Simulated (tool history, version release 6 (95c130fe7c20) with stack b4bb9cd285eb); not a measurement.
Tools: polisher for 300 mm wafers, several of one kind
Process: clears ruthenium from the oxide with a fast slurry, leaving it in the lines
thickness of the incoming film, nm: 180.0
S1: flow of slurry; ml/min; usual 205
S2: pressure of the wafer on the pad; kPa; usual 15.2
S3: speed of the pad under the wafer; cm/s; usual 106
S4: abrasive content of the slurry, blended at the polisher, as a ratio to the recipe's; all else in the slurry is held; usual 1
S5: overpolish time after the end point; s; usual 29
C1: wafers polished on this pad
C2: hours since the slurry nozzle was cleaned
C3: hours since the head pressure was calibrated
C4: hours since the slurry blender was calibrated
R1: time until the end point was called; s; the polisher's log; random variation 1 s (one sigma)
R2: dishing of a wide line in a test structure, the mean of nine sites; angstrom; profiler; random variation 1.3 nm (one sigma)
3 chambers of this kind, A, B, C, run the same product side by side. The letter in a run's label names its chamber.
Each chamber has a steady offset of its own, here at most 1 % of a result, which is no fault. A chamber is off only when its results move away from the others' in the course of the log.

run,day,S1,S2,S3,S4,S5,C1,C2,C3,C4,R1,R2
1B,0.475,205,15.2,106,1,29,431,709.7,355.7,130,58.794,709.62
2C,0.996,205,15.2,106,1,29,518,325,698,119.7,57.008,701.41
3A,1.271,205,15.2,106,1,29,1179,119.5,358.7,342,56.135,712.55
# day 1.396: chamber A: worn pad replaced by a new one
# day 1.667: chamber A: slurry blender recalibrated
4C,1.729,205,15.2,106,1,29,702,342.6,715.6,137.3,56.557,705.05
5A,2.096,205,15.2,106,1.1,29,177,139.3,378.5,10.4,54.861,722.06
# day 2.496: chamber C: worn pad replaced by a new one
6B,2.517,205,15.2,106,1.1,29,945,758.7,404.7,179,54.437,718.04
7C,2.95,205,15.2,106,1.1,29,115,371.9,744.9,166.6,55.245,720.44
# day 3.142: chamber B: worn pad replaced by a new one
8A,3.267,205,15.2,106,1,29,472,167.4,406.6,38.5,58.996,683.54
9B,3.788,205,15.2,106,1,29,163,789.2,435.2,209.5,55.925,678.1
10B,4.325,245,15.2,106,1.15,29,298,802.1,448.1,222.4,52.443,739.73
11C,4.654,245,15.2,106,1.15,29,544,412.8,785.8,207.5,52.023,747.36
12A,5.038,245,15.2,106,1.15,29,918,209.9,449.1,81,53.128,735.8
13A,5.429,205,15.2,106,1,29,1017,219.3,458.5,90.4,55.337,711.01
14B,5.733,205,15.2,106,1,29,653,835.9,481.9,256.2,57.433,675.69
# day 6.054: chamber A: slurry nozzle cleaned
15C,6.225,165,15.2,106,1,36,940,450.5,823.5,245.2,59.506,789.72
# day 6.45: chamber C: worn pad replaced by a new one
# day 6.596: chamber A: worn pad replaced by a new one
16C,6.804,165,15.2,106,1,36,90,464.4,837.4,259.1,57.614,804.92
# day 6.921: chamber B: head pressure recalibrated
# day 7.05: chamber B: worn pad replaced by a new one
# day 7.158: chamber B: slurry nozzle cleaned
17B,7.333,165,15.2,106,1,36,71,4.2,9.9,294.6,60.737,783.61
18A,7.929,205,15.2,106,1,29,336,45,518.5,150.4,59.062,707
19C,8.196,205,15.2,106,1,29,440,497.8,870.8,292.5,57.791,679.63
20B,8.688,205,15.2,106,1,29,413,36.7,42.4,327.1,59.662,716.58
# day 8.9: chamber C: slurry blender recalibrated
21A,9.046,205,15.2,106,1,29,617,71.8,545.3,177.2,57.354,691.28
22B,9.546,205,15.2,106,1,29,629,57.3,63,347.7,58.695,721
# day 9.738: chamber C: worn pad replaced by a new one
23C,10.075,205,20,106,1,23,85,542.9,915.9,28.2,42.098,730.93
# day 10.579: chamber B: slurry blender recalibrated
24A,10.683,205,20,106,1,23,1030,111.1,584.6,216.5,42.294,710.49
# day 10.762: chamber A: worn pad replaced by a new one
# day 11.092: chamber B: worn pad replaced by a new one
# day 11.242: chamber A: head pressure recalibrated
25C,11.271,205,20,106,1,23,387,571.6,944.6,56.9,43.03,728.13
26B,11.829,205,15.2,106,1,29,185,112.1,117.8,30.1,55.803,699.77
27A,12.217,205,15.2,106,1,29,367,147.9,23.5,253.3,57.52,699.12
28B,12.525,205,15.2,106,1,29,361,128.8,134.5,46.8,56.793,722.85
29C,12.908,205,15.2,106,1,29,800,610.9,983.9,96.2,58.69,690.66
# day 13.125: chamber C: worn pad replaced by a new one
30A,13.492,205,15.2,106,1,29,688,178.5,54.1,283.9,54.98,692.45
31A,14.012,270,15.2,106,0.75,29,819,191,66.6,296.4,61.4,618.89
# day 14.496: chamber C: head pressure recalibrated
32B,14.575,270,15.2,106,0.75,29,878,178,183.7,96,61.552,633.73
# day 15.046: chamber A: worn pad replaced by a new one
# day 15.058: chamber B: worn pad replaced by a new one
33C,15.104,270,15.2,106,0.75,29,498,663.6,14.7,148.9,61.849,624.8
34C,15.517,205,15.2,106,1,29,602,673.5,24.6,158.8,56.039,655.87
# day 15.875: chamber A: slurry nozzle cleaned
35B,15.921,205,15.2,106,1,29,218,210.3,216,128.3,56.196,698.86
# day 15.967: chamber A: slurry blender recalibrated
36A,16.508,205,15.2,106,1,29,369,15.2,126.5,13.1,56.315,674.96
37A,16.871,205,16.5,106,0.9,29,460,23.9,135.2,21.8,54.177,725.55
# day 17.062: chamber C: worn pad replaced by a new one
38C,17.262,205,16.5,106,0.9,29,50,715.4,66.5,200.7,54.294,712.76
39B,17.542,205,16.5,106,0.9,29,626,249.2,254.9,167.2,55.017,722.82
40B,18.083,205,15.2,106,1.25,29,763,262.2,267.9,180.2,52.669,751.83
41C,18.688,205,15.2,106,1.25,29,410,749.6,100.7,234.9,53.458,745.28

What goes on in this fleet: one chamber off, a drifting gauge, or nothing beyond the chambers' own small offsets? Name the chamber and the cause, if any.

No chamber stands off beyond its own small offset, and the gauge holds steady.
